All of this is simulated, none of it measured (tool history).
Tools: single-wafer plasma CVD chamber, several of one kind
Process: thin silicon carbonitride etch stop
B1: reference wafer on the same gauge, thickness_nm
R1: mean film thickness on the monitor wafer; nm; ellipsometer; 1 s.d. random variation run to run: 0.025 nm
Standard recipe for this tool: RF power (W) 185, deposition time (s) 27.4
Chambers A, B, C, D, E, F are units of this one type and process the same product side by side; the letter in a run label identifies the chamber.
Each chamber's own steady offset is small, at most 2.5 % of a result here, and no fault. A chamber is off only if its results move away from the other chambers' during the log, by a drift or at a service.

run 1F hour=5.7 | RF_power_(W)=185 deposition_time_(s)=27.4 | B1=14.398 | R1=15.274
run 2D hour=10.1 | RF_power_(W)=185 deposition_time_(s)=27.4 | B1=14.393 | R1=15.408
run 3C hour=16.7 | RF_power_(W)=185 deposition_time_(s)=27.4 | B1=14.391 | R1=15.194
run 4A hour=21.4 | RF_power_(W)=185 deposition_time_(s)=27.4 | B1=14.391 | R1=15.236
run 5E hour=25.6 | RF_power_(W)=185 deposition_time_(s)=27.4 | B1=14.390 | R1=14.853
run 6B hour=28.8 | RF_power_(W)=185 deposition_time_(s)=27.4 | B1=14.391 | R1=15.196
run 7E hour=32.8 | RF_power_(W)=185 deposition_time_(s)=27.4 | B1=14.384 | R1=14.904
run 8A hour=37.2 | RF_power_(W)=185 deposition_time_(s)=27.4 | B1=14.389 | R1=15.193
run 9F hour=43.5 | RF_power_(W)=185 deposition_time_(s)=27.4 | B1=14.384 | R1=15.289
run 10C hour=49.7 | RF_power_(W)=185 deposition_time_(s)=27.4 | B1=14.379 | R1=15.230
run 11D hour=56.0 | RF_power_(W)=185 deposition_time_(s)=27.4 | B1=14.369 | R1=15.379
run 12B hour=59.7 | RF_power_(W)=185 deposition_time_(s)=27.4 | B1=14.379 | R1=15.218
run 13F hour=66.3 | RF_power_(W)=185 deposition_time_(s)=27.4 | B1=14.371 | R1=15.235
run 14D hour=73.0 | RF_power_(W)=185 deposition_time_(s)=27.4 | B1=14.365 | R1=15.400
run 15E hour=76.4 | RF_power_(W)=185 deposition_time_(s)=27.4 | B1=14.364 | R1=14.838
run 16A hour=79.4 | RF_power_(W)=185 deposition_time_(s)=27.4 | B1=14.370 | R1=15.156
run 17C hour=86.1 | RF_power_(W)=185 deposition_time_(s)=27.4 | B1=14.365 | R1=15.154
run 18B hour=92.6 | RF_power_(W)=185 deposition_time_(s)=27.4 | B1=14.357 | R1=15.167
run 19B hour=99.1 | RF_power_(W)=185 deposition_time_(s)=27.4 | B1=14.359 | R1=15.161
run 20A hour=104.7 | RF_power_(W)=185 deposition_time_(s)=27.4 | B1=14.353 | R1=15.154
run 21F hour=110.5 | RF_power_(W)=185 deposition_time_(s)=27.4 | B1=14.353 | R1=15.207
run 22C hour=114.5 | RF_power_(W)=185 deposition_time_(s)=27.4 | B1=14.357 | R1=15.193
run 23E hour=120.9 | RF_power_(W)=185 deposition_time_(s)=27.4 | B1=14.345 | R1=14.827
run 24D hour=126.4 | RF_power_(W)=185 deposition_time_(s)=27.4 | B1=14.345 | R1=15.355
run 25C hour=131.3 | RF_power_(W)=185 deposition_time_(s)=27.4 | B1=14.347 | R1=15.184
run 26A hour=135.8 | RF_power_(W)=185 deposition_time_(s)=24.8 | B1=14.342 | R1=13.774
run 27F hour=142.5 | RF_power_(W)=185 deposition_time_(s)=24.8 | B1=14.334 | R1=13.793
run 28E hour=148.0 | RF_power_(W)=185 deposition_time_(s)=24.8 | B1=14.336 | R1=13.423
run 29D hour=151.9 | RF_power_(W)=185 deposition_time_(s)=24.8 | B1=14.343 | R1=13.893
run 30B hour=155.6 | RF_power_(W)=185 deposition_time_(s)=24.8 | B1=14.332 | R1=13.741
run 31E hour=161.6 | RF_power_(W)=185 deposition_time_(s)=24.8 | B1=14.334 | R1=13.417
run 32C hour=168.0 | RF_power_(W)=185 deposition_time_(s)=27.4 | B1=14.331 | R1=15.168
run 33A hour=174.2 | RF_power_(W)=185 deposition_time_(s)=27.4 | B1=14.330 | R1=15.198
run 34F hour=177.5 | RF_power_(W)=185 deposition_time_(s)=27.4 | B1=14.328 | R1=15.208
run 35D hour=184.1 | RF_power_(W)=185 deposition_time_(s)=27.4 | B1=14.322 | R1=15.299
run 36B hour=188.4 | RF_power_(W)=185 deposition_time_(s)=27.4 | B1=14.318 | R1=15.123
run 37C hour=193.8 | RF_power_(W)=185 deposition_time_(s)=27.4 | B1=14.315 | R1=15.136
run 38E hour=198.2 | RF_power_(W)=185 deposition_time_(s)=27.4 | B1=14.311 | R1=14.850
run 39F hour=204.6 | RF_power_(W)=185 deposition_time_(s)=27.4 | B1=14.319 | R1=15.217
-- hour=205.2 chamber D: thermocouple changed; heater temperature recalibrated
run 40D hour=209.0 | RF_power_(W)=185 deposition_time_(s)=27.4 | B1=14.308 | R1=15.311
run 41B hour=215.1 | RF_power_(W)=185 deposition_time_(s)=27.4 | B1=14.308 | R1=15.190
run 42A hour=221.2 | RF_power_(W)=185 deposition_time_(s)=27.4 | B1=14.309 | R1=15.145

Next, all 6 chambers run the settings below, one line each with question marks for the results. What does each chamber give?
run 43A hour=226.1 | RF_power_(W)=155 deposition_time_(s)=27.4 | R1=?
run 43B hour=226.1 | RF_power_(W)=155 deposition_time_(s)=27.4 | R1=?
run 43C hour=226.1 | RF_power_(W)=155 deposition_time_(s)=27.4 | R1=?
run 43D hour=226.1 | RF_power_(W)=155 deposition_time_(s)=27.4 | R1=?
run 43E hour=226.1 | RF_power_(W)=155 deposition_time_(s)=27.4 | R1=?
run 43F hour=226.1 | RF_power_(W)=155 deposition_time_(s)=27.4 | R1=?

run=43A R1=14.326
run=43B R1=14.389
run=43C R1=14.368
run=43D R1=14.527
run=43E R1=14.006
run=43F R1=14.375
